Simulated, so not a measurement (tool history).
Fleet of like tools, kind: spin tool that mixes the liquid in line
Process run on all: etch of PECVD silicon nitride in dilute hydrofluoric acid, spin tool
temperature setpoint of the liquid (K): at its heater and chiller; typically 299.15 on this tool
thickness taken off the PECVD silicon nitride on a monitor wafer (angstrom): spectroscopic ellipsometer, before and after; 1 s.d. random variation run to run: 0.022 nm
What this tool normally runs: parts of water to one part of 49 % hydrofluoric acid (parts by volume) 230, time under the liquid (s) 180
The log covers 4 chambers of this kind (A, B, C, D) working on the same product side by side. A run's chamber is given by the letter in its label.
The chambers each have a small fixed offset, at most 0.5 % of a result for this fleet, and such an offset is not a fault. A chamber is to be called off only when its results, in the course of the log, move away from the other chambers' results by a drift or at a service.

run,hour,temperature setpoint of the liquid (K),parts of water to one part of 49 % hydrofluoric acid (parts by volume),time under the liquid (s),"read-back film thickness of the PECVD silicon nitride reference wafer, read on the same gauge (nm)",thickness taken off the PECVD silicon nitride on a monitor wafer (angstrom)
1D,15.2,299.15,230,180,149.99,25.655
2B,28.7,299.15,230,180,149.98,25.464
3C,36.5,299.15,230,180,150.00,25.401
# hour 49.8: chamber B: thermometer replaced
4A,50.0,299.15,230,180,150.01,25.293
5B,61.3,299.15,230,180,150.00,25.340
6C,73.5,299.15,230,180,149.99,25.151
7D,82.7,299.15,230,180,150.02,25.493
8A,96.8,299.15,230,180,150.00,25.369
9D,105.6,299.15,230,180,150.00,25.072
10C,116.6,299.15,230,180,149.99,25.499
11A,131.8,299.15,230,180,149.99,25.720
12B,146.3,299.15,230,180,150.01,25.196
13C,153.7,299.15,300,180,150.01,19.996
14B,165.4,299.15,300,180,150.00,19.616
15A,174.4,299.15,300,180,150.02,19.383
16D,186.0,299.15,300,180,150.00,19.482
17A,201.9,299.15,230,180,150.01,25.311
18D,211.6,297.65,270,180,150.00,19.922
19B,228.2,297.65,270,180,150.01,19.636
20C,243.9,297.65,270,180,150.01,19.195
21B,258.1,297.65,270,180,150.00,19.767
22C,268.9,299.15,230,180,150.00,24.590
23A,277.9,299.15,230,180,150.02,25.297
24D,292.8,299.15,315,180,150.00,18.479
25D,302.4,299.15,315,180,149.98,18.615
26C,310.1,299.15,315,180,149.98,17.475
27A,321.2,299.15,315,180,149.98,18.511
28B,335.2,299.15,230,180,150.00,25.440
# hour 336.0: chamber A: hydrofluoric acid flow meter replaced
29A,350.5,299.15,230,180,149.98,25.447
30C,361.8,299.15,230,180,150.01,23.323
31B,374.5,299.15,230,180,149.99,25.706
32D,388.0,297.15,230,215,149.99,27.115
33A,397.2,297.15,230,215,150.01,26.583
34C,409.6,297.15,230,215,149.99,23.720
35D,421.9,297.15,230,215,150.01,27.272
36B,429.4,299.15,230,180,150.00,25.608
37B,442.7,299.15,230,180,150.01,25.359
38C,450.1,299.15,230,180,150.00,22.413

Each of the 4 chambers runs these same settings next. Fill in every chamber's results:
39A,462.0,299.15,230,180,,?
39B,462.0,299.15,230,180,,?
39C,462.0,299.15,230,180,,?
39D,462.0,299.15,230,180,,?

run,thickness taken off the PECVD silicon nitride on a monitor wafer (angstrom)
39A,25.610
39B,25.440
39C,22.686
39D,25.197

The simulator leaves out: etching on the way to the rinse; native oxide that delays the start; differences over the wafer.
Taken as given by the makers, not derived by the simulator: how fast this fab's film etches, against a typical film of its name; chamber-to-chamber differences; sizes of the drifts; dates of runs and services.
